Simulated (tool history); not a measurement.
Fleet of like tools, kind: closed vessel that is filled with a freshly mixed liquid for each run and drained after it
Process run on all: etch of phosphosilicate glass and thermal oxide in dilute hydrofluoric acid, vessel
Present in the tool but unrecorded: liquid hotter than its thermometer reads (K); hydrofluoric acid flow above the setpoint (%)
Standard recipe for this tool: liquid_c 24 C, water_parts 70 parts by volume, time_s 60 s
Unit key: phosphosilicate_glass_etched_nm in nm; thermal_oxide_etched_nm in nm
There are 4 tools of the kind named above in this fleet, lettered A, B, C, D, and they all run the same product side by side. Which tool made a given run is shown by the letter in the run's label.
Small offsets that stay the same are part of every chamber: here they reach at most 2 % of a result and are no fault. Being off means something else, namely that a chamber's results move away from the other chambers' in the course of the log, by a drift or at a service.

run,day,liquid_c,water_parts,time_s,hours since the thermometer was replaced,hours since the hydrofluoric acid flow meter was replaced,"read-back film thickness of the phosphosilicate glass reference wafer, read on the same gauge (nm)","read-back film thickness of the thermal oxide reference wafer, read on the same gauge (nm)",phosphosilicate_glass_etched_nm,thermal_oxide_etched_nm
1A,0.1,24,70,60,1964.3,31.5,80.02,69.991,86.058,4.2428
2C,0.225,24,70,60,662.9,237.8,80.001,69.989,88.589,4.1904
3D,0.325,24,70,60,1526.1,1353.3,80.018,70.021,87.922,4.2012
4B,0.508,24,70,60,203.3,503,79.994,69.989,88.37,4.2146
5C,0.696,24,70,60,674.2,249.1,79.98,70.01,88.196,4.152
6A,0.783,24,70,60,1980.7,47.9,79.998,69.957,86.544,4.2584
7D,0.946,24,70,60,1541,1368.2,80.021,70.006,87.027,4.2186
8B,1.075,24,90,60,216.9,516.6,79.993,69.994,67.486,3.1995
9C,1.262,24,90,60,687.8,262.7,79.985,69.986,66.55,3.1492
10A,1.408,24,90,60,1995.7,62.9,80.024,69.993,65.81,3.1919
11D,1.508,24,90,60,1554.5,1381.7,80.003,69.991,65.906,3.1644
12B,1.671,24,70,60,231.2,530.9,80,70.007,87.752,4.2603
13D,1.85,24,70,60,1562.7,1389.9,80.013,69.986,86.961,4.1942
14A,2.038,24,70,60,2010.8,78,79.99,70.024,87.997,4.2513
15C,2.125,24,70,60,708.5,283.4,80.01,69.958,87.146,4.1935
16B,2.208,24,70,60,244.1,543.8,79.993,70.035,87.331,4.2623
17B,2.35,24,70,60,247.5,547.2,80.019,69.986,86.966,4.2207
18A,2.512,24,70,60,2022.2,89.4,80.027,70.042,85.284,4.2518
19D,2.675,24,70,60,1582.5,1409.7,80.005,70.008,86.964,4.2427
20C,2.825,24,70,60,725.3,300.2,80.019,70.003,86.168,4.1376
21D,2.967,24,70,60,1589.5,1416.7,80.029,69.992,86.838,4.1838
22A,3.096,24,70,60,2036.2,103.4,79.992,69.997,86.516,4.2668
23C,3.246,24,70,60,735.4,310.3,80.015,69.994,87.435,4.173
24B,3.346,27,70,60,271.4,571.1,80.018,70.015,98.214,4.8043
25D,3.5,27,70,60,1602.3,1429.5,79.992,69.974,97.283,4.7436
26B,3.667,27,70,60,279.1,578.8,80.024,69.985,99.22,4.8158
27C,3.758,27,70,60,747.7,322.6,79.998,69.993,98.27,4.6648
# day 3.825: chamber C: thermometer replaced
28A,3.95,24,45,40,2056.7,123.9,80.009,70.014,91.841,4.5691
29C,4.062,24,45,40,5.8,329.9,80,70.008,92.551,4.4086
# day 4.133: chamber D: thermometer replaced
30D,4.238,24,45,40,2.5,1447.2,80.013,69.982,93.023,4.489
31B,4.371,24,45,40,296,595.7,80.015,69.99,92.56,4.5221

Decide between three cases: one chamber stands off from its peers, the gauge reading all wafers drifts, or nothing is wrong past each chamber's small offset. Where a chamber is off, say which and what most likely put it there.

All chambers stay in line apart from their small fixed offsets, and the gauge does not drift.
